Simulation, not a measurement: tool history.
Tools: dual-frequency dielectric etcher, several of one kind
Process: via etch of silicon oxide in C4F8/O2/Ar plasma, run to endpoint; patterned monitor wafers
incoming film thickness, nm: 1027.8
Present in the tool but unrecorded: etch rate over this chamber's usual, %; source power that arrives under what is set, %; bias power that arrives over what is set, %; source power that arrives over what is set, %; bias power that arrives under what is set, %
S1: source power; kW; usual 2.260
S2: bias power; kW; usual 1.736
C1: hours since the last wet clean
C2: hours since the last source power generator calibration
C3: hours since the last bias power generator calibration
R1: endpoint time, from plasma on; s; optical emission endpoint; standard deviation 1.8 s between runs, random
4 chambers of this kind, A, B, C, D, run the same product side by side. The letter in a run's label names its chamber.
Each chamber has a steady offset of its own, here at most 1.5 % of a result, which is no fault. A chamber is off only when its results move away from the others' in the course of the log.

| run | day | S1 | S2 | C1 | C2 | C3 | R1 |
|---|---|---|---|---|---|---|---|
| 1B | 0.267 | 2.260 | 1.736 | 485.3 | 2195.8 | 729.5 | 197.88 |
| 2A | 0.575 | 2.260 | 1.736 | 355.8 | 3644.9 | 1531.1 | 198.82 |
| 3D | 0.762 | 2.260 | 1.736 | 67.6 | 2473.1 | 1750.3 | 198.29 |
|  | 0.838 | chamber B: wet clean of the chamber |
| 4C | 1.129 | 2.260 | 1.736 | 120.8 | 1151.9 | 3246.9 | 203.52 |
| 5C | 1.350 | 2.260 | 1.736 | 126.1 | 1157.2 | 3252.2 | 201.46 |
| 6A | 1.575 | 2.260 | 1.736 | 379.8 | 3668.9 | 1555.1 | 202.77 |
| 7D | 1.838 | 2.260 | 1.736 | 93.4 | 2498.9 | 1776.1 | 203.87 |
| 8B | 2.175 | 2.260 | 1.736 | 32.2 | 2241.6 | 775.3 | 201.32 |
| 9C | 2.362 | 2.260 | 1.736 | 150.4 | 1181.5 | 3276.5 | 201.06 |
| 10A | 2.529 | 1.820 | 1.474 | 402.7 | 3691.8 | 1578.0 | 229.54 |
| 11D | 2.775 | 1.820 | 1.474 | 115.9 | 2521.4 | 1798.6 | 232.26 |
|  | 3.096 | chamber A: wet clean of the chamber |
| 12B | 3.108 | 1.820 | 1.474 | 54.6 | 2264.0 | 797.7 | 224.81 |
| 13D | 3.308 | 1.820 | 1.474 | 128.7 | 2534.2 | 1811.4 | 224.74 |
| 14A | 3.675 | 2.260 | 1.736 | 14.0 | 3719.3 | 1605.5 | 199.31 |
| 15C | 3.917 | 2.260 | 1.352 | 187.7 | 1218.8 | 3313.8 | 215.59 |
| 16B | 4.171 | 2.260 | 1.352 | 80.1 | 2289.5 | 823.2 | 211.01 |
| 17A | 4.517 | 2.260 | 1.352 | 34.2 | 3739.5 | 1625.7 | 212.96 |
| 18D | 4.838 | 2.260 | 1.352 | 165.4 | 2570.9 | 1848.1 | 215.96 |
| 19C | 5.192 | 2.260 | 1.736 | 218.3 | 1249.4 | 3344.4 | 199.11 |
| 20B | 5.542 | 2.260 | 1.736 | 113.0 | 2322.4 | 856.1 | 200.02 |
| 21B | 5.729 | 2.260 | 1.736 | 117.5 | 2326.9 | 860.6 | 199.41 |
| 22D | 5.988 | 2.260 | 1.736 | 193.0 | 2598.5 | 1875.7 | 200.15 |
| 23C | 6.204 | 2.260 | 1.736 | 242.6 | 1273.7 | 3368.7 | 203.15 |
| 24A | 6.492 | 2.260 | 1.736 | 81.6 | 3786.9 | 1673.1 | 197.71 |
| 25B | 6.758 | 2.260 | 1.736 | 142.2 | 2351.6 | 885.3 | 198.79 |
| 26D | 7.083 | 2.260 | 1.736 | 219.3 | 2624.8 | 1902.0 | 200.59 |
| 27C | 7.350 | 2.260 | 1.736 | 270.1 | 1301.2 | 3396.2 | 201.00 |
| 28A | 7.512 | 2.260 | 1.736 | 106.1 | 3811.4 | 1697.6 | 197.71 |
| 29D | 7.862 | 2.260 | 1.736 | 238.0 | 2643.5 | 1920.7 | 203.29 |
| 30B | 8.200 | 2.260 | 1.736 | 176.8 | 2386.2 | 919.9 | 199.26 |
| 31A | 8.492 | 2.260 | 1.736 | 129.6 | 3834.9 | 1721.1 | 196.33 |
| 32C | 8.854 | 2.260 | 1.736 | 306.2 | 1337.3 | 3432.3 | 203.90 |

Next, all 4 chambers run the settings below, one line each with question marks for the results. What does each chamber give?
| 33A | 9.121 | 2.260 | 1.736 |  |  |  | ? |
| 33B | 9.121 | 2.260 | 1.736 |  |  |  | ? |
| 33C | 9.121 | 2.260 | 1.736 |  |  |  | ? |
| 33D | 9.121 | 2.260 | 1.736 |  |  |  | ? |

| run | R1 |
|---|---|
| 33A | 197.59 |
| 33B | 200.13 |
| 33C | 204.59 |
| 33D | 203.82 |
